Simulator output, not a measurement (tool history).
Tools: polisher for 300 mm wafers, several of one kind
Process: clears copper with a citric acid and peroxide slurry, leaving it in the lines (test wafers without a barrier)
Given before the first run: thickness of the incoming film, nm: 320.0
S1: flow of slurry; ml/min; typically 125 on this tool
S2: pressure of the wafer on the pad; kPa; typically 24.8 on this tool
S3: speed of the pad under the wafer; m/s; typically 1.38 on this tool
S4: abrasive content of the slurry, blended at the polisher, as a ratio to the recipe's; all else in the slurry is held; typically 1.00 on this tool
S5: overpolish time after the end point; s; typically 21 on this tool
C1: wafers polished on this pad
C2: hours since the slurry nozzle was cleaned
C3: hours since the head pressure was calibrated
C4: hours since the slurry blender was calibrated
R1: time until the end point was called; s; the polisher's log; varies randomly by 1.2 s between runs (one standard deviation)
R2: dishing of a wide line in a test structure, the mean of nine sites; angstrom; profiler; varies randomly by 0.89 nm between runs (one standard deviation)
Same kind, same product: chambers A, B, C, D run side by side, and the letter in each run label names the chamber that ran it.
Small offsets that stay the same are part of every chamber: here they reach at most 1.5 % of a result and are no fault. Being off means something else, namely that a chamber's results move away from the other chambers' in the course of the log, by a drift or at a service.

{"run": "1C", "hour": 3.4, "S1": 125, "S2": 24.8, "S3": 1.38, "S4": 1.0, "S5": 21, "C1": 949, "C2": 665.0, "C3": 313.1, "C4": 160.4, "R1": 104.16, "R2": 432.31}
{"run": "2A", "hour": 7.6, "S1": 125, "S2": 24.8, "S3": 1.38, "S4": 1.0, "S5": 21, "C1": 341, "C2": 262.7, "C3": 117.8, "C4": 227.8, "R1": 105.29, "R2": 426.8}
{"run": "3B", "hour": 10.1, "S1": 125, "S2": 24.8, "S3": 1.38, "S4": 1.0, "S5": 21, "C1": 106, "C2": 119.8, "C3": 545.5, "C4": 97.4, "R1": 102.19, "R2": 432.62}
{"run": "4D", "hour": 12.7, "S1": 125, "S2": 24.8, "S3": 1.38, "S4": 1.0, "S5": 21, "C1": 291, "C2": 14.1, "C3": 66.8, "C4": 288.7, "R1": 103.3, "R2": 431.8}
{"run": "5D", "hour": 15.8, "S1": 125, "S2": 24.8, "S3": 1.38, "S4": 1.0, "S5": 21, "C1": 311, "C2": 17.2, "C3": 69.9, "C4": 291.8, "R1": 100.19, "R2": 439.22}
{"run": "6C", "hour": 19.6, "S1": 125, "S2": 24.8, "S3": 1.38, "S4": 1.0, "S5": 21, "C1": 1051, "C2": 681.2, "C3": 329.3, "C4": 176.6, "R1": 102.16, "R2": 409.85}
{"run": "7B", "hour": 22.3, "S1": 125, "S2": 24.8, "S3": 1.38, "S4": 1.0, "S5": 21, "C1": 183, "C2": 132.0, "C3": 557.7, "C4": 109.6, "R1": 103.26, "R2": 442.65}
{"run": "8A", "hour": 24.4, "S1": 95, "S2": 24.8, "S3": 0.98, "S4": 1.0, "S5": 21, "C1": 446, "C2": 279.5, "C3": 134.6, "C4": 244.6, "R1": 154.39, "R2": 305.31}
{"hour": 24.9, "done": "chamber C: worn pad replaced by a new one"}
{"run": "9C", "hour": 27.1, "S1": 95, "S2": 24.8, "S3": 0.98, "S4": 1.0, "S5": 21, "C1": 14, "C2": 688.7, "C3": 336.8, "C4": 184.1, "R1": 153.14, "R2": 316.77}
{"hour": 29.7, "done": "chamber D: slurry blender recalibrated"}
{"run": "10B", "hour": 30.3, "S1": 95, "S2": 24.8, "S3": 0.98, "S4": 1.0, "S5": 21, "C1": 233, "C2": 140.0, "C3": 565.7, "C4": 117.6, "R1": 155.99, "R2": 314.3}
{"run": "11D", "hour": 32.7, "S1": 95, "S2": 24.8, "S3": 0.98, "S4": 1.0, "S5": 21, "C1": 417, "C2": 34.1, "C3": 86.8, "C4": 3.1, "R1": 148.31, "R2": 318.24}
{"run": "12A", "hour": 35.5, "S1": 125, "S2": 24.8, "S3": 1.38, "S4": 1.0, "S5": 21, "C1": 516, "C2": 290.6, "C3": 145.7, "C4": 255.7, "R1": 104.03, "R2": 442.16}
{"run": "13A", "hour": 38.5, "S1": 125, "S2": 24.8, "S3": 1.38, "S4": 1.0, "S5": 21, "C1": 535, "C2": 293.6, "C3": 148.7, "C4": 258.7, "R1": 103.76, "R2": 417.23}
{"run": "14B", "hour": 41.3, "S1": 125, "S2": 24.8, "S3": 1.38, "S4": 1.0, "S5": 21, "C1": 302, "C2": 151.0, "C3": 576.7, "C4": 128.6, "R1": 103.14, "R2": 443.89}
{"run": "15C", "hour": 43.4, "S1": 125, "S2": 29.0, "S3": 1.38, "S4": 1.0, "S5": 21, "C1": 116, "C2": 705.0, "C3": 353.1, "C4": 200.4, "R1": 90.012, "R2": 496.64}
{"run": "16D", "hour": 47.1, "S1": 125, "S2": 29.0, "S3": 1.38, "S4": 1.0, "S5": 21, "C1": 507, "C2": 48.5, "C3": 101.2, "C4": 17.5, "R1": 87.629, "R2": 497.9}
{"run": "17D", "hour": 49.5, "S1": 125, "S2": 29.0, "S3": 1.38, "S4": 1.0, "S5": 21, "C1": 522, "C2": 50.9, "C3": 103.6, "C4": 19.9, "R1": 85.651, "R2": 507.36}
{"run": "18A", "hour": 52.8, "S1": 125, "S2": 29.0, "S3": 1.38, "S4": 1.0, "S5": 21, "C1": 625, "C2": 307.9, "C3": 163.0, "C4": 273.0, "R1": 90.015, "R2": 472.32}
{"hour": 54.0, "done": "chamber A: worn pad replaced by a new one"}
{"run": "19B", "hour": 54.7, "S1": 125, "S2": 24.8, "S3": 1.76, "S4": 1.0, "S5": 15, "C1": 386, "C2": 164.4, "C3": 590.1, "C4": 142.0, "R1": 84.591, "R2": 394.71}
{"run": "20C", "hour": 57.4, "S1": 125, "S2": 24.8, "S3": 1.76, "S4": 1.0, "S5": 15, "C1": 204, "C2": 719.0, "C3": 367.1, "C4": 214.4, "R1": 80.235, "R2": 402.64}
{"run": "21D", "hour": 60.0, "S1": 125, "S2": 24.8, "S3": 1.76, "S4": 1.0, "S5": 15, "C1": 588, "C2": 61.4, "C3": 114.1, "C4": 30.4, "R1": 79.595, "R2": 406.91}
{"run": "22B", "hour": 61.9, "S1": 125, "S2": 24.8, "S3": 1.76, "S4": 1.0, "S5": 15, "C1": 431, "C2": 171.6, "C3": 597.3, "C4": 149.2, "R1": 85.769, "R2": 397.23}
{"run": "23C", "hour": 65.2, "S1": 125, "S2": 17.2, "S3": 1.38, "S4": 1.0, "S5": 14, "C1": 253, "C2": 726.8, "C3": 374.9, "C4": 222.2, "R1": 149.33, "R2": 223.06}
{"run": "24A", "hour": 67.6, "S1": 125, "S2": 17.2, "S3": 1.38, "S4": 1.0, "S5": 14, "C1": 85, "C2": 322.7, "C3": 177.8, "C4": 287.8, "R1": 147.13, "R2": 214.39}
{"run": "25B", "hour": 71.6, "S1": 125, "S2": 17.2, "S3": 1.38, "S4": 1.0, "S5": 14, "C1": 492, "C2": 181.3, "C3": 607.0, "C4": 158.9, "R1": 155.97, "R2": 213.1}
{"run": "26C", "hour": 74.6, "S1": 125, "S2": 17.2, "S3": 1.38, "S4": 1.0, "S5": 14, "C1": 311, "C2": 736.2, "C3": 384.3, "C4": 231.6, "R1": 148.49, "R2": 225.95}
{"run": "27D", "hour": 77.7, "S1": 125, "S2": 24.8, "S3": 1.38, "S4": 1.0, "S5": 21, "C1": 699, "C2": 79.1, "C3": 131.8, "C4": 48.1, "R1": 102.02, "R2": 440.05}
{"run": "28A", "hour": 80.7, "S1": 145, "S2": 22.1, "S3": 1.38, "S4": 1.0, "S5": 21, "C1": 167, "C2": 335.8, "C3": 190.9, "C4": 300.9, "R1": 112.34, "R2": 394.89}
{"run": "29A", "hour": 83.5, "S1": 145, "S2": 22.1, "S3": 1.38, "S4": 1.0, "S5": 21, "C1": 185, "C2": 338.6, "C3": 193.7, "C4": 303.7, "R1": 112.98, "R2": 388.31}
{"run": "30C", "hour": 87.6, "S1": 145, "S2": 22.1, "S3": 1.38, "S4": 1.0, "S5": 21, "C1": 393, "C2": 749.2, "C3": 397.3, "C4": 244.6, "R1": 113.43, "R2": 390.34}
{"run": "31D", "hour": 90.7, "S1": 145, "S2": 22.1, "S3": 1.38, "S4": 1.0, "S5": 21, "C1": 781, "C2": 92.1, "C3": 144.8, "C4": 61.1, "R1": 114.89, "R2": 404.97}
{"run": "32B", "hour": 93.2, "S1": 125, "S2": 22.1, "S3": 1.38, "S4": 1.25, "S5": 21, "C1": 627, "C2": 202.9, "C3": 628.6, "C4": 180.5, "R1": 125.4, "R2": 370.68}

Decide between three cases: one chamber stands off from its peers, the gauge reading all wafers drifts, or nothing is wrong past each chamber's small offset. Where a chamber is off, say which and what most likely put it there.

Little by little, chamber B moves away from the other chambers.
Most likely cause: slurry flow missing at the pad, % = 40.9.
Not necessarily distinguishable in this log from: removal rate lost through wear of the pad, %; head's pressure below its setpoint, %.

Below are 4 candidate recipes for chamber B's next run, each the usual settings with a change, their results shown as question marks. Which of them brings B's results back in line with what the other chambers give on the usual settings?
In-line tolerance around the mean of the other chambers on the usual settings: R1 4.400 s; R2 31.00 angstrom
{"run": "33B-1", "hour": 96.3, "S1": 125, "S2": 25.5, "S3": 1.42, "S4": 1.0, "S5": 21, "R1": "?", "R2": "?"}
{"run": "33B-2", "hour": 96.3, "S1": 120, "S2": 22.8, "S3": 1.3, "S4": 1.0, "S5": 22, "R1": "?", "R2": "?"}
{"run": "33B-3", "hour": 96.3, "S1": 130, "S2": 26.9, "S3": 1.46, "S4": 1.0, "S5": 20, "R1": "?", "R2": "?"}
{"run": "33B-4", "hour": 96.3, "S1": 125, "S2": 24.1, "S3": 1.34, "S4": 1.0, "S5": 21, "R1": "?", "R2": "?"}

Usual-settings mean across the other chambers: R1 103.150 s; R2 432.85 angstrom
run=33B-1 R1=112.740 R2=413.74
run=33B-2 R1=139.660 R2=356.54
run=33B-3 R1=102.790 R2=430.59
run=33B-4 R1=126.130 R2=375.11
The right change is 33B-3: it brings the chamber back within the allowed miss of the others.
